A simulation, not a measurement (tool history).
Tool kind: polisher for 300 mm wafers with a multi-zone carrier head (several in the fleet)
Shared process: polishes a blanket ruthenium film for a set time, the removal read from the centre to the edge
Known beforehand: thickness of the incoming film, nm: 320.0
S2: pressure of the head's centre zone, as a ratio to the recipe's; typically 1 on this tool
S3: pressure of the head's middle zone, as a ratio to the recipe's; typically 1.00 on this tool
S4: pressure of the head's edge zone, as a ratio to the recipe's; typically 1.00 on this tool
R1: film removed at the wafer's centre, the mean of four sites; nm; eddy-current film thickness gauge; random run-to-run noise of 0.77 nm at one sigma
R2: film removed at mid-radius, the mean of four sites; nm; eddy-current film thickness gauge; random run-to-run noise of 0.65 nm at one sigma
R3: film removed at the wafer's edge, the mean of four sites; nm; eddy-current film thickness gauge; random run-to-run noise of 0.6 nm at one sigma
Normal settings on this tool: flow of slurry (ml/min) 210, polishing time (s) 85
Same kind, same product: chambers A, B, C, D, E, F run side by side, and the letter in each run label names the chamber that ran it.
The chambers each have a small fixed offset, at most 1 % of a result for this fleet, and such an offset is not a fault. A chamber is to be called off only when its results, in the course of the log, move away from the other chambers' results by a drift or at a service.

{"hour": 4.0, "done": "chamber A: worn pad replaced by a new one"}
{"hour": 9.4, "done": "chamber F: slurry nozzle cleaned"}
{"hour": 10.7, "done": "chamber B: worn pad replaced by a new one"}
{"run": "1D", "hour": 10.7, "flow of slurry (ml/min)": 210, "S2": 1, "S3": 1.0, "S4": 1.0, "polishing time (s)": 85, "R1": 79.466, "R2": 78.87, "R3": 77.947}
{"hour": 15.1, "done": "chamber A: centre zone pressure recalibrated"}
{"run": "2A", "hour": 18.8, "flow of slurry (ml/min)": 210, "S2": 1, "S3": 1.0, "S4": 1.0, "polishing time (s)": 85, "R1": 78.18, "R2": 78.738, "R3": 79.291}
{"run": "3B", "hour": 27.4, "flow of slurry (ml/min)": 210, "S2": 1, "S3": 1.0, "S4": 1.0, "polishing time (s)": 85, "R1": 78.035, "R2": 78.042, "R3": 78.326}
{"hour": 31.5, "done": "chamber C: edge zone pressure recalibrated"}
{"run": "4C", "hour": 40.9, "flow of slurry (ml/min)": 210, "S2": 1, "S3": 1.0, "S4": 1.0, "polishing time (s)": 85, "R1": 79.203, "R2": 76.969, "R3": 78.791}
{"run": "5E", "hour": 54.0, "flow of slurry (ml/min)": 210, "S2": 1, "S3": 1.0, "S4": 1.0, "polishing time (s)": 85, "R1": 77.262, "R2": 78.091, "R3": 77.886}
{"hour": 57.5, "done": "chamber E: worn pad replaced by a new one"}
{"run": "6F", "hour": 61.7, "flow of slurry (ml/min)": 210, "S2": 1, "S3": 1.0, "S4": 1.0, "polishing time (s)": 85, "R1": 78.111, "R2": 77.89, "R3": 77.572}
{"run": "7D", "hour": 69.3, "flow of slurry (ml/min)": 210, "S2": 1, "S3": 1.0, "S4": 1.0, "polishing time (s)": 95, "R1": 87.32, "R2": 87.816, "R3": 88.277}
{"hour": 75.9, "done": "chamber C: worn pad replaced by a new one"}
{"run": "8F", "hour": 76.9, "flow of slurry (ml/min)": 210, "S2": 1, "S3": 1.0, "S4": 1.0, "polishing time (s)": 95, "R1": 86.343, "R2": 86.593, "R3": 88.236}
{"hour": 79.1, "done": "chamber F: edge zone pressure recalibrated"}
{"hour": 80.2, "done": "chamber F: worn pad replaced by a new one"}
{"hour": 85.3, "done": "chamber D: worn pad replaced by a new one"}
{"run": "9C", "hour": 86.0, "flow of slurry (ml/min)": 210, "S2": 1, "S3": 1.0, "S4": 1.0, "polishing time (s)": 95, "R1": 87.438, "R2": 86.089, "R3": 88.639}
{"run": "10E", "hour": 96.4, "flow of slurry (ml/min)": 210, "S2": 1, "S3": 1.0, "S4": 1.0, "polishing time (s)": 95, "R1": 89.108, "R2": 87.762, "R3": 87.336}
{"hour": 98.5, "done": "chamber A: worn pad replaced by a new one"}
{"hour": 99.4, "done": "chamber D: centre zone pressure recalibrated"}
{"hour": 100.8, "done": "chamber B: worn pad replaced by a new one"}
{"run": "11B", "hour": 110.1, "flow of slurry (ml/min)": 210, "S2": 1, "S3": 1.0, "S4": 1.0, "polishing time (s)": 95, "R1": 86.731, "R2": 87.76, "R3": 87.769}
{"hour": 112.3, "done": "chamber B: slurry nozzle cleaned"}
{"run": "12A", "hour": 117.8, "flow of slurry (ml/min)": 210, "S2": 1, "S3": 1.0, "S4": 1.0, "polishing time (s)": 95, "R1": 87.375, "R2": 86.636, "R3": 87.53}
{"hour": 119.5, "done": "chamber A: slurry nozzle cleaned"}
{"run": "13D", "hour": 125.9, "flow of slurry (ml/min)": 210, "S2": 1, "S3": 1.0, "S4": 1.0, "polishing time (s)": 85, "R1": 79.554, "R2": 79.77, "R3": 77.877}
{"run": "14B", "hour": 132.7, "flow of slurry (ml/min)": 210, "S2": 1, "S3": 0.94, "S4": 1.11, "polishing time (s)": 85, "R1": 77.551, "R2": 74.595, "R3": 84.073}
{"hour": 138.6, "done": "chamber E: worn pad replaced by a new one"}
{"hour": 140.6, "done": "chamber D: edge zone pressure recalibrated"}
{"run": "15C", "hour": 143.4, "flow of slurry (ml/min)": 210, "S2": 1, "S3": 0.94, "S4": 1.11, "polishing time (s)": 85, "R1": 78.688, "R2": 73.717, "R3": 83.593}
{"run": "16E", "hour": 151.7, "flow of slurry (ml/min)": 210, "S2": 1, "S3": 0.94, "S4": 1.11, "polishing time (s)": 85, "R1": 80.493, "R2": 74.175, "R3": 82.109}
{"hour": 158.8, "done": "chamber C: worn pad replaced by a new one"}
{"run": "17A", "hour": 162.5, "flow of slurry (ml/min)": 210, "S2": 1, "S3": 0.94, "S4": 1.11, "polishing time (s)": 85, "R1": 79.368, "R2": 75.512, "R3": 83.31}
{"hour": 165.5, "done": "chamber F: worn pad replaced by a new one"}
{"run": "18F", "hour": 173.5, "flow of slurry (ml/min)": 210, "S2": 1, "S3": 0.94, "S4": 1.11, "polishing time (s)": 85, "R1": 77.093, "R2": 73.459, "R3": 82.666}
{"run": "19F", "hour": 184.0, "flow of slurry (ml/min)": 210, "S2": 1, "S3": 0.94, "S4": 1.11, "polishing time (s)": 85, "R1": 77.966, "R2": 73.251, "R3": 84.033}
{"hour": 186.0, "done": "chamber A: worn pad replaced by a new one"}
{"hour": 188.2, "done": "chamber D: worn pad replaced by a new one"}
{"hour": 195.7, "done": "chamber B: worn pad replaced by a new one"}
{"run": "20D", "hour": 196.9, "flow of slurry (ml/min)": 210, "S2": 1, "S3": 1.0, "S4": 1.0, "polishing time (s)": 85, "R1": 78.368, "R2": 78.561, "R3": 77.472}
{"run": "21E", "hour": 203.8, "flow of slurry (ml/min)": 210, "S2": 1, "S3": 1.0, "S4": 1.0, "polishing time (s)": 85, "R1": 80.949, "R2": 76.927, "R3": 78.489}
{"run": "22A", "hour": 210.7, "flow of slurry (ml/min)": 210, "S2": 1, "S3": 1.0, "S4": 1.0, "polishing time (s)": 85, "R1": 77.535, "R2": 77.806, "R3": 78.58}
{"hour": 220.2, "done": "chamber E: worn pad replaced by a new one"}
{"run": "23C", "hour": 220.2, "flow of slurry (ml/min)": 210, "S2": 1, "S3": 1.0, "S4": 1.0, "polishing time (s)": 85, "R1": 77.071, "R2": 78.651, "R3": 78.116}
{"run": "24B", "hour": 229.6, "flow of slurry (ml/min)": 210, "S2": 1, "S3": 1.0, "S4": 1.0, "polishing time (s)": 85, "R1": 77.091, "R2": 78.918, "R3": 79.329}
{"run": "25B", "hour": 235.8, "flow of slurry (ml/min)": 210, "S2": 1, "S3": 1.0, "S4": 1.0, "polishing time (s)": 85, "R1": 77.364, "R2": 77.389, "R3": 78.595}
{"hour": 236.2, "done": "chamber C: worn pad replaced by a new one"}
{"hour": 242.2, "done": "chamber F: worn pad replaced by a new one"}
{"run": "26A", "hour": 247.0, "flow of slurry (ml/min)": 210, "S2": 1, "S3": 1.0, "S4": 1.0, "polishing time (s)": 85, "R1": 80.378, "R2": 78.709, "R3": 79.197}
{"run": "27D", "hour": 253.9, "flow of slurry (ml/min)": 210, "S2": 1, "S3": 1.0, "S4": 1.0, "polishing time (s)": 85, "R1": 77.816, "R2": 78.782, "R3": 78.093}
{"hour": 256.6, "done": "chamber A: edge zone pressure recalibrated"}
{"hour": 262.0, "done": "chamber A: worn pad replaced by a new one"}
{"run": "28E", "hour": 267.3, "flow of slurry (ml/min)": 210, "S2": 1, "S3": 1.0, "S4": 1.0, "polishing time (s)": 85, "R1": 82.583, "R2": 78.576, "R3": 78.403}
{"run": "29F", "hour": 275.4, "flow of slurry (ml/min)": 210, "S2": 1, "S3": 1.0, "S4": 1.0, "polishing time (s)": 85, "R1": 78.328, "R2": 77.371, "R3": 78.583}
{"hour": 279.0, "done": "chamber E: slurry nozzle cleaned"}
{"run": "30C", "hour": 284.0, "flow of slurry (ml/min)": 210, "S2": 1, "S3": 1.0, "S4": 1.0, "polishing time (s)": 85, "R1": 77.81, "R2": 77.91, "R3": 78.482}
{"run": "31B", "hour": 295.3, "flow of slurry (ml/min)": 210, "S2": 1, "S3": 1.0, "S4": 1.0, "polishing time (s)": 85, "R1": 77.759, "R2": 78.492, "R3": 77.078}
{"hour": 302.1, "done": "chamber E: worn pad replaced by a new one"}
{"hour": 302.9, "done": "chamber D: worn pad replaced by a new one"}
{"hour": 305.1, "done": "chamber E: edge zone pressure recalibrated"}
{"hour": 306.1, "done": "chamber C: worn pad replaced by a new one"}
{"run": "32E", "hour": 306.4, "flow of slurry (ml/min)": 210, "S2": 1, "S3": 1.0, "S4": 1.0, "polishing time (s)": 85, "R1": 85.332, "R2": 79.576, "R3": 78.231}
{"hour": 317.1, "done": "chamber C: slurry nozzle cleaned"}
{"run": "33C", "hour": 317.1, "flow of slurry (ml/min)": 210, "S2": 1, "S3": 1.0, "S4": 1.0, "polishing time (s)": 85, "R1": 80.455, "R2": 78.496, "R3": 77.608}
{"run": "34F", "hour": 329.7, "flow of slurry (ml/min)": 210, "S2": 1, "S3": 1.0, "S4": 1.0, "polishing time (s)": 85, "R1": 78.65, "R2": 76.007, "R3": 77.459}
{"hour": 334.7, "done": "chamber D: slurry nozzle cleaned"}
{"run": "35D", "hour": 339.4, "flow of slurry (ml/min)": 210, "S2": 1, "S3": 1.0, "S4": 1.0, "polishing time (s)": 85, "R1": 78.15, "R2": 78.586, "R3": 78.908}
{"hour": 347.6, "done": "chamber A: worn pad replaced by a new one"}
{"run": "36A", "hour": 351.1, "flow of slurry (ml/min)": 210, "S2": 1, "S3": 1.0, "S4": 1.0, "polishing time (s)": 85, "R1": 78.197, "R2": 78.853, "R3": 79.105}

All 6 chambers run these settings next. Forecast each chamber's results:
{"run": "37A", "hour": 360.9, "flow of slurry (ml/min)": 140, "S2": 1, "S3": 1.0, "S4": 1.0, "polishing time (s)": 85, "R1": "?", "R2": "?", "R3": "?"}
{"run": "37B", "hour": 360.9, "flow of slurry (ml/min)": 140, "S2": 1, "S3": 1.0, "S4": 1.0, "polishing time (s)": 85, "R1": "?", "R2": "?", "R3": "?"}
{"run": "37C", "hour": 360.9, "flow of slurry (ml/min)": 140, "S2": 1, "S3": 1.0, "S4": 1.0, "polishing time (s)": 85, "R1": "?", "R2": "?", "R3": "?"}
{"run": "37D", "hour": 360.9, "flow of slurry (ml/min)": 140, "S2": 1, "S3": 1.0, "S4": 1.0, "polishing time (s)": 85, "R1": "?", "R2": "?", "R3": "?"}
{"run": "37E", "hour": 360.9, "flow of slurry (ml/min)": 140, "S2": 1, "S3": 1.0, "S4": 1.0, "polishing time (s)": 85, "R1": "?", "R2": "?", "R3": "?"}
{"run": "37F", "hour": 360.9, "flow of slurry (ml/min)": 140, "S2": 1, "S3": 1.0, "S4": 1.0, "polishing time (s)": 85, "R1": "?", "R2": "?", "R3": "?"}

run=37A R1=73.589 R2=73.322 R3=75.196
run=37B R1=73.617 R2=73.915 R3=74.816
run=37C R1=72.468 R2=71.716 R3=73.780
run=37D R1=73.786 R2=74.774 R3=73.872
run=37E R1=78.902 R2=72.617 R3=74.816
run=37F R1=71.452 R2=70.794 R3=73.158
